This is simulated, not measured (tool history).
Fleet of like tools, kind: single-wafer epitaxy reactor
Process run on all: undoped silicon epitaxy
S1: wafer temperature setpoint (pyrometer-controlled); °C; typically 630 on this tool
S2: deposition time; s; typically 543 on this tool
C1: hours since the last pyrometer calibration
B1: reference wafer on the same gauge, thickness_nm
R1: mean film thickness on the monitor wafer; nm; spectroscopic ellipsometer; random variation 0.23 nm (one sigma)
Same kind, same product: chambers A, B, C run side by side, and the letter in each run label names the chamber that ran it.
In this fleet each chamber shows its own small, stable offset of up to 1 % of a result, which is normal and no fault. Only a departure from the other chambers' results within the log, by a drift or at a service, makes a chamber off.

run,hour,S1,S2,C1,B1,R1
1A,4.9,630,543,226.8,66.487,59.009
2B,7.6,630,543,502.3,66.516,58.351
3C,13,630,543,438.9,66.503,58.368
4B,15.6,630,543,510.3,66.421,58.422
5A,18.4,630,543,240.3,66.497,58.94
6C,22.5,630,543,448.4,66.442,58.131
7B,25.5,630,543,520.2,66.509,58.42
8A,28.3,630,543,250.2,66.5,58.677
9C,33.5,635,497,459.4,66.566,59.573
10A,37.8,635,497,259.7,66.55,60.181
11B,40.3,635,497,535,66.49,59.572
12C,45.8,630,543,471.7,66.571,58.023
13C,49.1,630,543,475,66.491,58.322
14A,52.1,630,543,274,66.509,58.398
15B,57,630,543,551.7,66.507,58.5
16A,59.6,630,543,281.5,66.505,58.597
17B,65.1,630,543,559.8,66.5,58.196
18C,67.5,630,543,493.4,66.482,58.236
19B,70.2,630,543,564.9,66.554,57.838
20A,75,630,543,296.9,66.542,58.727
21C,79.4,630,543,505.3,66.528,58.43
22B,83.1,630,543,577.8,66.472,57.929
23C,87.6,630,543,513.5,66.603,57.949
24A,90.3,630,543,312.2,66.595,58.94

Predict what each chamber gives when all 3 of them run the settings below next.
25A,94.3,630,543,,,?
25B,94.3,630,543,,,?
25C,94.3,630,543,,,?

run,R1
25A,58.777
25B,58.023
25C,58.013
